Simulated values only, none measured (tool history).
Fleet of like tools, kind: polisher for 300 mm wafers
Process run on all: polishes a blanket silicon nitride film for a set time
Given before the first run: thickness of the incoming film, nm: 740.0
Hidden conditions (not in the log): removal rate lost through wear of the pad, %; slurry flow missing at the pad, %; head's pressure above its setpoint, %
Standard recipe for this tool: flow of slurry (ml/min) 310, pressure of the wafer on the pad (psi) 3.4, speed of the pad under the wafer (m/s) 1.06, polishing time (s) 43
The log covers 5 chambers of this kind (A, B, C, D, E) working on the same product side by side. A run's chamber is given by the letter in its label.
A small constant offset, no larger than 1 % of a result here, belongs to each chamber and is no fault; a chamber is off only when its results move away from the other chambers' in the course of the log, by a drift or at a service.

| run | hour | flow of slurry (ml/min) | pressure of the wafer on the pad (psi) | speed of the pad under the wafer (m/s) | polishing time (s) | wafers polished on this pad | hours since the slurry nozzle was cleaned | hours since the head pressure was calibrated | film removed (nm) |
|---|---|---|---|---|---|---|---|---|---|
| 1B | 4.1 | 310 | 3.4 | 1.06 | 43 | 733 | 59 | 147.7 | 75.738 |
|  | 5 | chamber C: worn pad replaced by a new one |
| 2A | 9.4 | 310 | 3.4 | 1.06 | 43 | 173 | 320.7 | 123.8 | 75.337 |
| 3E | 14.9 | 310 | 3.4 | 1.06 | 43 | 906 | 468.4 | 1142 | 74.603 |
| 4C | 24 | 310 | 3.4 | 1.06 | 43 | 268 | 70.7 | 556.5 | 74.431 |
| 5D | 29.3 | 310 | 3.4 | 1.06 | 43 | 571 | 252.6 | 85.1 | 74.269 |
| 6E | 37.4 | 310 | 3.4 | 1.06 | 43 | 1223 | 490.9 | 1164.5 | 73.427 |
| 7D | 44.5 | 310 | 3.4 | 1.06 | 43 | 785 | 267.8 | 100.3 | 74.939 |
|  | 47 | chamber D: worn pad replaced by a new one |
|  | 47.2 | chamber E: worn pad replaced by a new one |
| 8A | 52.2 | 400 | 3.4 | 0.92 | 43 | 775 | 363.5 | 166.6 | 69.09 |
| 9B | 56.5 | 400 | 3.4 | 0.92 | 43 | 1471 | 111.4 | 200.1 | 68.744 |
| 10C | 64.5 | 400 | 3.4 | 0.92 | 43 | 838 | 111.2 | 597 | 67.911 |
|  | 73.7 | chamber A: worn pad replaced by a new one |
| 11B | 73.7 | 400 | 3.4 | 0.92 | 43 | 1713 | 128.6 | 217.3 | 68.649 |
|  | 78.1 | chamber C: worn pad replaced by a new one |
| 12D | 82.2 | 400 | 3.4 | 0.92 | 43 | 496 | 305.5 | 138 | 67.768 |
| 13C | 88.7 | 310 | 3.4 | 1.06 | 43 | 150 | 135.4 | 621.2 | 76.223 |
|  | 95.6 | chamber C: head pressure recalibrated |
| 14E | 97 | 310 | 3.4 | 1.06 | 43 | 701 | 550.5 | 1224.1 | 74.215 |
|  | 104.9 | chamber D: worn pad replaced by a new one |
| 15A | 105.1 | 310 | 3.4 | 1.06 | 43 | 443 | 416.4 | 219.5 | 75.235 |
| 16E | 111.1 | 310 | 3.4 | 1.06 | 43 | 900 | 564.6 | 1238.2 | 75.813 |
| 17C | 115.6 | 310 | 3.4 | 1.06 | 43 | 529 | 162.3 | 20 | 74.322 |
| 18A | 124.6 | 310 | 3.4 | 1.06 | 43 | 718 | 435.9 | 239 | 75.827 |
| 19D | 133.3 | 310 | 3.4 | 1.06 | 43 | 400 | 356.6 | 189.1 | 75.23 |
| 20B | 141.5 | 310 | 3.4 | 1.06 | 43 | 2668 | 196.4 | 285.1 | 73.946 |
| 21D | 148.9 | 310 | 3.4 | 1.06 | 43 | 620 | 372.2 | 204.7 | 74.35 |
|  | 150.7 | chamber B: slurry nozzle cleaned |
|  | 155.2 | chamber E: worn pad replaced by a new one |
| 22B | 157.6 | 310 | 3.4 | 1.06 | 43 | 2895 | 6.9 | 301.2 | 72.69 |
|  | 159.7 | chamber C: worn pad replaced by a new one |
|  | 160.8 | chamber A: worn pad replaced by a new one |
| 23C | 166.4 | 310 | 3.4 | 1.06 | 43 | 95 | 213.1 | 70.8 | 73.666 |
|  | 167.7 | chamber D: worn pad replaced by a new one |
| 24E | 172.4 | 310 | 3.4 | 1.06 | 43 | 242 | 625.9 | 1299.5 | 74.212 |
| 25A | 179.5 | 310 | 3.4 | 1.06 | 43 | 264 | 490.8 | 293.9 | 75.132 |
| 26E | 187.5 | 310 | 3.4 | 1.06 | 43 | 455 | 641 | 1314.6 | 74.282 |
| 27D | 193.1 | 310 | 3.4 | 1.06 | 43 | 358 | 416.4 | 248.9 | 74.388 |
| 28B | 200.9 | 310 | 3.4 | 1.06 | 43 | 3504 | 50.2 | 344.5 | 69.272 |
| 29C | 206.8 | 310 | 3.4 | 1.06 | 43 | 664 | 253.5 | 111.2 | 75.33 |
| 30A | 211.3 | 310 | 3.4 | 1.06 | 43 | 712 | 522.6 | 325.7 | 75.153 |
| 31C | 218.9 | 310 | 3.4 | 1.06 | 43 | 834 | 265.6 | 123.3 | 72.839 |
| 32E | 228 | 310 | 3.4 | 0.92 | 43 | 1025 | 681.5 | 1355.1 | 65.951 |
|  | 228.4 | chamber D: worn pad replaced by a new one |
|  | 232.6 | chamber A: worn pad replaced by a new one |
| 33D | 234.6 | 310 | 3.4 | 0.92 | 43 | 88 | 457.9 | 290.4 | 67.558 |
|  | 236.6 | chamber C: worn pad replaced by a new one |
| 34B | 240.7 | 310 | 3.4 | 0.92 | 43 | 4065 | 90 | 384.3 | 62.089 |
| 35A | 247.7 | 310 | 3.4 | 0.92 | 43 | 212 | 559 | 362.1 | 67.664 |
|  | 251.8 | chamber E: worn pad replaced by a new one |
| 36C | 252.1 | 310 | 3.4 | 0.92 | 43 | 219 | 298.8 | 156.5 | 66.507 |
| 37A | 257.9 | 310 | 3.4 | 1.06 | 43 | 356 | 569.2 | 372.3 | 76.748 |
| 38E | 263.1 | 310 | 3.4 | 1.06 | 43 | 159 | 716.6 | 1390.2 | 75.976 |
| 39B | 268.3 | 310 | 3.4 | 1.06 | 43 | 4454 | 117.6 | 411.9 | 69.994 |
| 40D | 275.5 | 310 | 3.4 | 1.06 | 43 | 664 | 498.8 | 331.3 | 74.291 |
|  | 280.4 | chamber D: worn pad replaced by a new one |
| 41D | 284.1 | 310 | 3.4 | 1.06 | 43 | 53 | 507.4 | 339.9 | 73.703 |

Read the log: is a single chamber off, either drifting away or since a service, is the gauge that measures every chamber drifting, or is nothing wrong beyond small per-chamber offsets? Name any odd chamber and what most likely caused it.

One chamber, B, drifts off from the rest bit by bit.
What lies behind it: removal rate lost through wear of the pad, % = 9.17.
Not necessarily distinguishable in this log from: head's pressure below its setpoint, %.

Which of the 4 candidates below, each the usual settings with something changed and its results left as question marks, puts chamber B back in line with what the other chambers give on the usual settings?
In-line tolerance around the mean of the other chambers on the usual settings: film removed (nm) 2.9
| 42B-1 | 290.6 | 310 | 3.4 | 0.98 | 39 |  |  |  | ? |
| 42B-2 | 290.6 | 310 | 3.2 | 1.02 | 43 |  |  |  | ? |
| 42B-3 | 290.6 | 310 | 3.7 | 1.06 | 43 |  |  |  | ? |
| 42B-4 | 290.6 | 310 | 3.6 | 1.12 | 45 |  |  |  | ? |

Mean of the other chambers on the usual settings: film removed (nm) 74.604
| run | film removed (nm) |
|---|---|
| 42B-1 | 58.356 |
| 42B-2 | 62.48 |
| 42B-3 | 74.52 |
| 42B-4 | 79.242 |
Change 42B-3 lands the chamber within the allowed miss of the other chambers.

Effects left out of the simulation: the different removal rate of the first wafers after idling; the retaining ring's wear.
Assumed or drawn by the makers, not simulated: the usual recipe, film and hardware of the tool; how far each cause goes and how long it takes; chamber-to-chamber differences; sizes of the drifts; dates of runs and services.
